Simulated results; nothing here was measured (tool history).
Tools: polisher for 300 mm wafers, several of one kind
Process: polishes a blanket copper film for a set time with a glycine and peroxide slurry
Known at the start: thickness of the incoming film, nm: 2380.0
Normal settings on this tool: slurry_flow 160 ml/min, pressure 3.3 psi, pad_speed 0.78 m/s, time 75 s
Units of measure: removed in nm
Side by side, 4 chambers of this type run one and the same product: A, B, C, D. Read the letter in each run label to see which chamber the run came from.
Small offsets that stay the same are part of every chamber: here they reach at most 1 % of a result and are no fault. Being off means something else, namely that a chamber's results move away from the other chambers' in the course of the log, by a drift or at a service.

run	hour	slurry_flow	pressure	pad_speed	time	wafers polished on this pad	hours since the slurry nozzle was cleaned	hours since the head pressure was calibrated	removed
1D	7.8	160	3.3	0.78	75	376	170.4	144	404.63
2A	13.5	160	3.3	0.78	75	1232	559.3	363.9	390.11
# hour 16.7: chamber C: slurry nozzle cleaned
3B	17.7	160	3.3	0.78	75	272	375.7	297.8	390.41
# hour 19.2: chamber D: worn pad replaced by a new one
4C	22.9	160	3.3	0.78	75	490	6.3	743.1	415.37
# hour 28.9: chamber A: worn pad replaced by a new one
5D	30.4	160	3.3	0.78	75	123	193	166.6	400.23
6A	35.7	160	3.3	0.78	75	75	581.5	386.1	395.19
7B	39.9	160	3.3	0.78	75	515	397.9	320	403.53
8C	45.7	160	3.3	0.78	75	740	29.1	765.9	409.67
9D	53	160	3.3	0.78	75	371	215.6	189.2	384.54
10A	57.6	160	3.3	0.58	75	315	603.4	408	319.62
11B	63.7	160	3.3	0.58	75	776	421.7	343.8	321.03
# hour 66.8: chamber D: worn pad replaced by a new one
12C	68.7	160	3.3	0.58	75	992	52.1	788.9	320.95
13D	74.1	160	3.3	0.58	75	80	236.7	210.3	316.01
14A	82	160	3.3	0.78	75	583	627.8	432.4	401.44
15C	87	160	3.3	0.78	75	1193	70.4	807.2	411.77
16B	93.8	160	3.3	0.78	75	1106	451.8	373.9	399.02
# hour 101.1: chamber B: worn pad replaced by a new one
17C	101.4	160	3.3	0.78	75	1350	84.8	821.6	399.36
18D	108.8	110	3.8	0.78	75	461	271.4	245	406.35
19A	114.9	110	3.8	0.78	75	943	660.7	465.3	419.39
# hour 116.3: chamber B: head pressure recalibrated
20B	121.9	110	3.8	0.78	75	228	479.9	5.6	420.07
# hour 122.2: chamber C: worn pad replaced by a new one
# hour 125.4: chamber D: worn pad replaced by a new one
21A	126.2	110	3.8	0.78	75	1067	672	476.6	422.08
# hour 128.2: chamber A: slurry nozzle cleaned
# hour 128.5: chamber A: worn pad replaced by a new one
22B	132.9	105	3.3	0.94	75	349	490.9	16.6	421.07
23C	140.8	105	3.3	0.94	75	204	124.2	861	430.48
24D	148.5	105	3.3	0.94	75	254	311.1	284.7	418.93
25B	154	105	3.3	0.94	75	580	512	37.7	425.23
26C	157.7	160	3.3	0.78	75	390	141.1	877.9	402.97
27D	165	160	3.3	0.78	75	435	327.6	301.2	391.85
28A	169.8	160	3.3	0.78	75	453	41.6	520.2	398.15
29D	174.8	160	3.3	0.78	75	542	337.4	311	396.98
30A	182	160	4	0.9	75	587	53.8	532.4	525.25
31C	188.2	160	4	0.9	75	724	171.6	908.4	544.92

Does one chamber stand apart from the rest, does the shared gauge drift, or is all well apart from small per-chamber offsets? Give the chamber and the most likely cause, where there is one.

Nothing is wrong: each chamber keeps only its own small, steady offset and the gauge holds still.
